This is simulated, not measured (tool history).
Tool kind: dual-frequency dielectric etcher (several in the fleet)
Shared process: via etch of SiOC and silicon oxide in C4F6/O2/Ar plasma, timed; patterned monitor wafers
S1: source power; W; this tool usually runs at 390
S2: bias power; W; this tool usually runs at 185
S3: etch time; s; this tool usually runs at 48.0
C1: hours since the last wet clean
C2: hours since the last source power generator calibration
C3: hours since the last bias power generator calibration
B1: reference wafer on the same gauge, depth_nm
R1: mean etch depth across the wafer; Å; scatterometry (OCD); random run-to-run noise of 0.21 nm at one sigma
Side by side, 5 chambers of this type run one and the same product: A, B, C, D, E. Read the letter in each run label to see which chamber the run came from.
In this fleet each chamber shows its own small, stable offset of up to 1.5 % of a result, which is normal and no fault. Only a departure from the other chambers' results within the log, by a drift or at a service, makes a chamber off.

run 1D day=0.462 | S1=390 S2=185 S3=48.0 | C1=333.1 C2=1157.2 C3=3422.0 | B1=55.689 | R1=542.25
run 2E day=0.950 | S1=390 S2=185 S3=48.0 | C1=564.9 C2=624.6 C3=628.7 | B1=55.728 | R1=544.06
run 3A day=1.317 | S1=390 S2=185 S3=48.0 | C1=61.6 C2=2483.9 C3=2257.9 | B1=55.692 | R1=542.34
run 4C day=1.596 | S1=390 S2=185 S3=48.0 | C1=403.1 C2=326.2 C3=1889.6 | B1=55.743 | R1=548.49
-- day=1.833 chamber E: wet clean of the chamber
run 5B day=2.092 | S1=390 S2=185 S3=48.0 | C1=70.6 C2=596.5 C3=3674.2 | B1=55.695 | R1=543.12
run 6D day=2.400 | S1=390 S2=185 S3=48.0 | C1=379.6 C2=1203.7 C3=3468.5 | B1=55.683 | R1=537.82
run 7C day=2.854 | S1=390 S2=185 S3=48.0 | C1=433.3 C2=356.4 C3=1919.8 | B1=55.754 | R1=544.39
run 8E day=3.217 | S1=390 S2=185 S3=48.0 | C1=33.3 C2=679.0 C3=683.1 | B1=55.674 | R1=545.00
run 9A day=3.546 | S1=390 S2=185 S3=48.0 | C1=115.1 C2=2537.4 C3=2311.4 | B1=55.722 | R1=543.77
run 10B day=4.000 | S1=390 S2=185 S3=48.0 | C1=116.4 C2=642.3 C3=3720.0 | B1=55.709 | R1=544.70
run 11D day=4.283 | S1=390 S2=185 S3=48.0 | C1=424.8 C2=1248.9 C3=3513.7 | B1=55.685 | R1=541.25
run 12B day=4.667 | S1=390 S2=185 S3=48.0 | C1=132.4 C2=658.3 C3=3736.0 | B1=55.663 | R1=546.49
run 13A day=5.096 | S1=390 S2=185 S3=48.0 | C1=152.3 C2=2574.6 C3=2348.6 | B1=55.670 | R1=545.65
run 14C day=5.517 | S1=390 S2=185 S3=48.0 | C1=497.2 C2=420.3 C3=1983.7 | B1=55.703 | R1=545.98
run 15E day=5.896 | S1=390 S2=185 S3=48.0 | C1=97.6 C2=743.3 C3=747.4 | B1=55.678 | R1=546.24
run 16E day=6.300 | S1=390 S2=185 S3=48.0 | C1=107.3 C2=753.0 C3=757.1 | B1=55.673 | R1=545.52
run 17A day=6.871 | S1=390 S2=185 S3=48.0 | C1=194.9 C2=2617.2 C3=2391.2 | B1=55.731 | R1=543.96
-- day=7.329 chamber C: wet clean of the chamber
run 18C day=7.438 | S1=390 S2=185 S3=48.0 | C1=2.7 C2=466.4 C3=2029.8 | B1=55.712 | R1=544.49
run 19D day=7.829 | S1=480 S2=185 S3=57.5 | C1=509.9 C2=1334.0 C3=3598.8 | B1=55.743 | R1=722.01
run 20B day=8.188 | S1=480 S2=185 S3=57.5 | C1=216.9 C2=742.8 C3=3820.5 | B1=55.713 | R1=707.12
run 21E day=8.733 | S1=480 S2=185 S3=57.5 | C1=165.7 C2=811.4 C3=815.5 | B1=55.691 | R1=708.92
run 22A day=9.033 | S1=480 S2=185 S3=57.5 | C1=246.8 C2=2669.1 C3=2443.1 | B1=55.681 | R1=705.26
run 23C day=9.312 | S1=480 S2=185 S3=57.5 | C1=47.7 C2=511.4 C3=2074.8 | B1=55.704 | R1=705.96
run 24D day=9.617 | S1=390 S2=185 S3=48.0 | C1=552.8 C2=1376.9 C3=3641.7 | B1=55.715 | R1=553.05
run 25B day=9.933 | S1=390 S2=185 S3=48.0 | C1=258.8 C2=784.7 C3=3862.4 | B1=55.713 | R1=545.66
run 26D day=10.258 | S1=390 S2=185 S3=48.0 | C1=568.2 C2=1392.3 C3=3657.1 | B1=55.741 | R1=557.37
run 27A day=10.679 | S1=390 S2=214 S3=38.5 | C1=286.3 C2=2708.6 C3=2482.6 | B1=55.656 | R1=456.27
run 28C day=11.050 | S1=390 S2=214 S3=38.5 | C1=89.4 C2=553.1 C3=2116.5 | B1=55.740 | R1=457.58
run 29B day=11.600 | S1=390 S2=214 S3=38.5 | C1=298.8 C2=824.7 C3=3902.4 | B1=55.743 | R1=458.37
run 30E day=11.879 | S1=390 S2=214 S3=38.5 | C1=241.2 C2=886.9 C3=891.0 | B1=55.672 | R1=456.89
run 31E day=12.279 | S1=390 S2=214 S3=38.5 | C1=250.8 C2=896.5 C3=900.6 | B1=55.661 | R1=463.01
run 32C day=12.608 | S1=390 S2=185 S3=48.0 | C1=126.8 C2=590.5 C3=2153.9 | B1=55.735 | R1=545.04
run 33B day=12.871 | S1=390 S2=228 S3=42.5 | C1=329.3 C2=855.2 C3=3932.9 | B1=55.695 | R1=516.44
run 34D day=13.392 | S1=390 S2=228 S3=42.5 | C1=643.4 C2=1467.5 C3=3732.3 | B1=55.741 | R1=536.46
run 35A day=13.788 | S1=390 S2=228 S3=42.5 | C1=360.9 C2=2783.2 C3=2557.2 | B1=55.683 | R1=512.13

For the next run the whole fleet of 5 chambers uses the same settings. Give each chamber's results:
run 36A day=14.196 | S1=390 S2=185 S3=48.0 | R1=?
run 36B day=14.196 | S1=390 S2=185 S3=48.0 | R1=?
run 36C day=14.196 | S1=390 S2=185 S3=48.0 | R1=?
run 36D day=14.196 | S1=390 S2=185 S3=48.0 | R1=?
run 36E day=14.196 | S1=390 S2=185 S3=48.0 | R1=?

run=36A R1=541.33
run=36B R1=541.25
run=36C R1=543.01
run=36D R1=565.32
run=36E R1=545.54

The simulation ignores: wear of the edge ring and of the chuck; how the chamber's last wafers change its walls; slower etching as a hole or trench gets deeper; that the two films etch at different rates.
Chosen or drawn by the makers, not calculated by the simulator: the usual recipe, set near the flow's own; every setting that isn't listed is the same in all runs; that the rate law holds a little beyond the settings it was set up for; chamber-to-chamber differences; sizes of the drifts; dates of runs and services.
